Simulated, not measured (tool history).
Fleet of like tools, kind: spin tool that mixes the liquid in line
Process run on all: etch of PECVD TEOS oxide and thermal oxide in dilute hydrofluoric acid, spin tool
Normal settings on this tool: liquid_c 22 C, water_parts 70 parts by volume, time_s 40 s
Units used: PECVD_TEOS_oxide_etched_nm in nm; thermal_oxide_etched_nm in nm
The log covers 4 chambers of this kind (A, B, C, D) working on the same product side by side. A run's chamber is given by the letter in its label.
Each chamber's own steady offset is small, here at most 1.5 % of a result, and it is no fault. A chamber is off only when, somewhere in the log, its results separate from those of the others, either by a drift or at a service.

| run | hour | liquid_c | water_parts | time_s | hours since the thermometer was replaced | hours since the hydrofluoric acid flow meter was replaced | read-back film thickness of the PECVD TEOS oxide reference wafer, read on the same gauge (nm) | read-back film thickness of the thermal oxide reference wafer, read on the same gauge (nm) | PECVD_TEOS_oxide_etched_nm | thermal_oxide_etched_nm |
|---|---|---|---|---|---|---|---|---|---|---|
| 1B | 5.7 | 22 | 70 | 40 | 797.9 | 437 | 109.97 | 119.99 | 9.6014 | 2.5622 |
| 2C | 11.7 | 22 | 70 | 40 | 242.1 | 994.8 | 110 | 120 | 9.5592 | 2.5778 |
| 3D | 15.4 | 22 | 70 | 40 | 21.6 | 263.2 | 109.96 | 119.99 | 9.6589 | 2.4915 |
| 4A | 20.1 | 22 | 70 | 40 | 1814.2 | 232.4 | 109.96 | 120.02 | 9.5854 | 2.5175 |
| 5A | 24.2 | 22 | 70 | 40 | 1818.3 | 236.5 | 109.97 | 119.99 | 9.5714 | 2.5773 |
| 6C | 30.8 | 22 | 70 | 60 | 261.2 | 1013.9 | 110 | 120 | 14.388 | 3.9089 |
| 7B | 35.4 | 22 | 70 | 60 | 827.6 | 466.7 | 110.03 | 120.02 | 14.316 | 3.8393 |
| 8D | 42 | 22 | 70 | 60 | 48.2 | 289.8 | 109.98 | 120.02 | 14.419 | 3.9253 |
| 9A | 46.4 | 22 | 70 | 60 | 1840.5 | 258.7 | 110.03 | 120.01 | 14.375 | 3.7443 |
| 10B | 52.5 | 22 | 70 | 40 | 844.7 | 483.8 | 110.03 | 119.99 | 9.5914 | 2.553 |
| 11D | 55.5 | 22 | 70 | 40 | 61.7 | 303.3 | 110 | 119.96 | 9.6304 | 2.5882 |
|  | 56.5 | chamber C: hydrofluoric acid flow meter replaced |
| 12C | 59.3 | 22 | 35 | 40 | 289.7 | 2.9 | 110.04 | 120 | 19.873 | 5.3704 |
| 13A | 64.8 | 22 | 35 | 40 | 1858.9 | 277.1 | 110.08 | 120.02 | 20.318 | 5.4465 |
| 14B | 70.2 | 22 | 35 | 40 | 862.4 | 501.5 | 109.98 | 120.02 | 19.922 | 5.3117 |
| 15D | 74.2 | 22 | 35 | 40 | 80.4 | 322 | 110.01 | 119.99 | 20.155 | 5.3426 |
| 16C | 78.9 | 22 | 70 | 40 | 309.3 | 22.5 | 109.98 | 119.99 | 9.5957 | 2.6497 |
| 17A | 83 | 22 | 70 | 40 | 1877.1 | 295.3 | 109.94 | 120.01 | 9.5876 | 2.4921 |
| 18D | 87.4 | 18 | 45 | 40 | 93.6 | 335.2 | 110.02 | 119.96 | 13.174 | 3.477 |
| 19C | 90.6 | 18 | 45 | 40 | 321 | 34.2 | 109.94 | 120.01 | 12.925 | 3.5654 |
| 20B | 96.4 | 18 | 45 | 40 | 888.6 | 527.7 | 110.02 | 119.98 | 12.98 | 3.5089 |
| 21B | 100 | 18 | 45 | 40 | 892.2 | 531.3 | 110.01 | 120.02 | 12.948 | 3.4568 |
| 22A | 103.4 | 20.5 | 105 | 40 | 1897.5 | 315.7 | 110 | 119.95 | 5.7215 | 1.565 |
| 23C | 108.5 | 20.5 | 105 | 40 | 338.9 | 52.1 | 110 | 120.01 | 5.8147 | 1.5461 |
| 24D | 112.2 | 20.5 | 105 | 40 | 118.4 | 360 | 109.98 | 120 | 5.784 | 1.5573 |
| 25B | 117.8 | 20.5 | 105 | 40 | 910 | 549.1 | 110 | 120.01 | 5.8013 | 1.5712 |
| 26C | 123 | 22 | 70 | 40 | 353.4 | 66.6 | 109.98 | 119.99 | 9.5995 | 2.549 |
| 27A | 129.3 | 22 | 70 | 40 | 1923.4 | 341.6 | 110.05 | 120.04 | 9.6294 | 2.6061 |

Next, every chamber runs the same settings. What will each give?
| 28A | 134.1 | 22 | 70 | 40 |  |  |  |  | ? | ? |
| 28B | 134.1 | 22 | 70 | 40 |  |  |  |  | ? | ? |
| 28C | 134.1 | 22 | 70 | 40 |  |  |  |  | ? | ? |
| 28D | 134.1 | 22 | 70 | 40 |  |  |  |  | ? | ? |

| run | PECVD_TEOS_oxide_etched_nm | thermal_oxide_etched_nm |
|---|---|---|
| 28A | 9.5485 | 2.5795 |
| 28B | 9.5339 | 2.5911 |
| 28C | 9.5848 | 2.5645 |
| 28D | 9.6167 | 2.5671 |

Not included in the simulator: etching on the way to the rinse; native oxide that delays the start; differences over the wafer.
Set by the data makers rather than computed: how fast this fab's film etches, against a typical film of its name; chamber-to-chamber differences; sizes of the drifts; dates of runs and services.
